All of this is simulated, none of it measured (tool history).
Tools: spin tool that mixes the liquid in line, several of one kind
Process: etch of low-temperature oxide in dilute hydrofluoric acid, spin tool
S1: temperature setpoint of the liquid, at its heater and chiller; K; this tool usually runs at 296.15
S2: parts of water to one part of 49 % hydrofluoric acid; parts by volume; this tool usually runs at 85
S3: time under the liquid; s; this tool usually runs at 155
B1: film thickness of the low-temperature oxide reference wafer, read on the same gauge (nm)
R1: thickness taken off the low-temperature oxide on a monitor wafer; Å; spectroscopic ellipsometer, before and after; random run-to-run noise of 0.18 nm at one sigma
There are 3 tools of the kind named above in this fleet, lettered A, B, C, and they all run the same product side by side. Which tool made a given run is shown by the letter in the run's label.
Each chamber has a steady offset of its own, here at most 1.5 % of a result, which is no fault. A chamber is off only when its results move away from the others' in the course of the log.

Run 1C, day 0.488: usual settings; B1 139.99. Result: R1 353.02 Å.
Run 2A, day 0.792: usual settings; B1 139.99. Result: R1 352.39 Å.
Run 3B, day 1.125: usual settings; B1 139.99. Result: R1 354.91 Å.
Run 4B, day 1.517: usual settings; B1 139.97. Result: R1 357.73 Å.
Run 5C, day 1.954: usual settings but S2 115 parts by volume; B1 140.01. Result: R1 254.31 Å.
Run 6A, day 2.504: usual settings but S2 115 parts by volume; B1 140.01. Result: R1 251.55 Å.
Run 7B, day 2.825: usual settings but S2 115 parts by volume; B1 140.01. Result: R1 255.25 Å.
Run 8C, day 3.100: usual settings but S2 55 parts by volume, S3 190 s; B1 140.03. Result: R1 695.27 Å.
Run 9A, day 3.583: usual settings but S2 55 parts by volume, S3 190 s; B1 140.04. Result: R1 693.45 Å.
Run 10A, day 3.850: usual settings but S2 55 parts by volume, S3 190 s; B1 139.98. Result: R1 693.23 Å.
Run 11C, day 4.292: usual settings; B1 139.99. Result: R1 357.31 Å.
Run 12B, day 4.612: usual settings; B1 139.97. Result: R1 360.97 Å.
Run 13C, day 4.950: usual settings; B1 140.03. Result: R1 352.65 Å.
Run 14A, day 5.238: usual settings; B1 140.00. Result: R1 354.23 Å.
Run 15B, day 5.846: usual settings; B1 140.00. Result: R1 360.38 Å.
Run 16B, day 6.129: usual settings; B1 139.97. Result: R1 361.33 Å.
Run 17A, day 6.425: usual settings but S2 110 parts by volume; B1 140.03. Result: R1 264.41 Å.
Run 18C, day 6.696: usual settings but S2 110 parts by volume; B1 140.02. Result: R1 266.22 Å.
Run 19B, day 7.125: usual settings but S2 110 parts by volume; B1 140.06. Result: R1 272.55 Å.
Run 20A, day 7.675: usual settings but S2 70 parts by volume; B1 140.00. Result: R1 437.11 Å.
Run 21C, day 8.154: usual settings but S2 70 parts by volume; B1 139.95. Result: R1 438.39 Å.
Run 22B, day 8.500: usual settings but S2 70 parts by volume; B1 140.01. Result: R1 448.94 Å.
Run 23C, day 8.967: usual settings but S2 70 parts by volume, S3 185 s; B1 140.01. Result: R1 524.68 Å.
Run 24A, day 9.346: usual settings but S2 70 parts by volume, S3 185 s; B1 140.06. Result: R1 518.30 Å.
Run 25B, day 9.938: usual settings but S2 70 parts by volume, S3 185 s; B1 139.98. Result: R1 539.61 Å.
Run 26A, day 10.379: usual settings; B1 139.96. Result: R1 354.92 Å.
Run 27C, day 10.817: usual settings; B1 140.01. Result: R1 357.00 Å.
Run 28C, day 11.371: usual settings; B1 139.99. Result: R1 352.06 Å.
Run 29A, day 11.954: usual settings; B1 140.00. Result: R1 354.29 Å.
Run 30B, day 12.533: usual settings; B1 139.99. Result: R1 365.65 Å.
Run 31C, day 12.854: usual settings; B1 139.98. Result: R1 353.88 Å.
Run 32B, day 13.304: usual settings; B1 139.98. Result: R1 370.28 Å.
Run 33A, day 13.783: usual settings; B1 140.03. Result: R1 352.80 Å.
Run 34C, day 14.242: usual settings; B1 139.99. Result: R1 353.62 Å.
Run 35B, day 14.817: usual settings; B1 140.06. Result: R1 373.91 Å.

What goes on in this fleet: one chamber off, a drifting gauge, or nothing beyond the chambers' own small offsets? Name the chamber and the cause, if any.

Little by little, chamber B moves away from the other chambers.
Likeliest cause: liquid hotter than its thermometer reads (K) = 1.14.
The log may not separate it from: hydrofluoric acid flow above the setpoint (%).

Here are 4 candidates for chamber B's next run, each the usual settings with a change, their results left as question marks. Which one brings its results back in line with what the others give on the usual settings?
In line means no further than this from the other chambers' mean on the usual settings: R1 6.40 Å
Run 36B-1, day 15.254: usual settings but S2 90 parts by volume. Result: R1 ?.
Run 36B-2, day 15.254: usual settings but S3 165 s. Result: R1 ?.
Run 36B-3, day 15.254: usual settings but S1 295.65 K. Result: R1 ?.
Run 36B-4, day 15.254: usual settings but S1 296.65 K. Result: R1 ?.

Mean of the other chambers on the usual settings: R1 353.56 Å
  run      R1
36B-1  351.50
36B-2  398.29
36B-3  366.72
36B-4  381.85
Change 36B-1 lands the chamber within the allowed miss of the other chambers.

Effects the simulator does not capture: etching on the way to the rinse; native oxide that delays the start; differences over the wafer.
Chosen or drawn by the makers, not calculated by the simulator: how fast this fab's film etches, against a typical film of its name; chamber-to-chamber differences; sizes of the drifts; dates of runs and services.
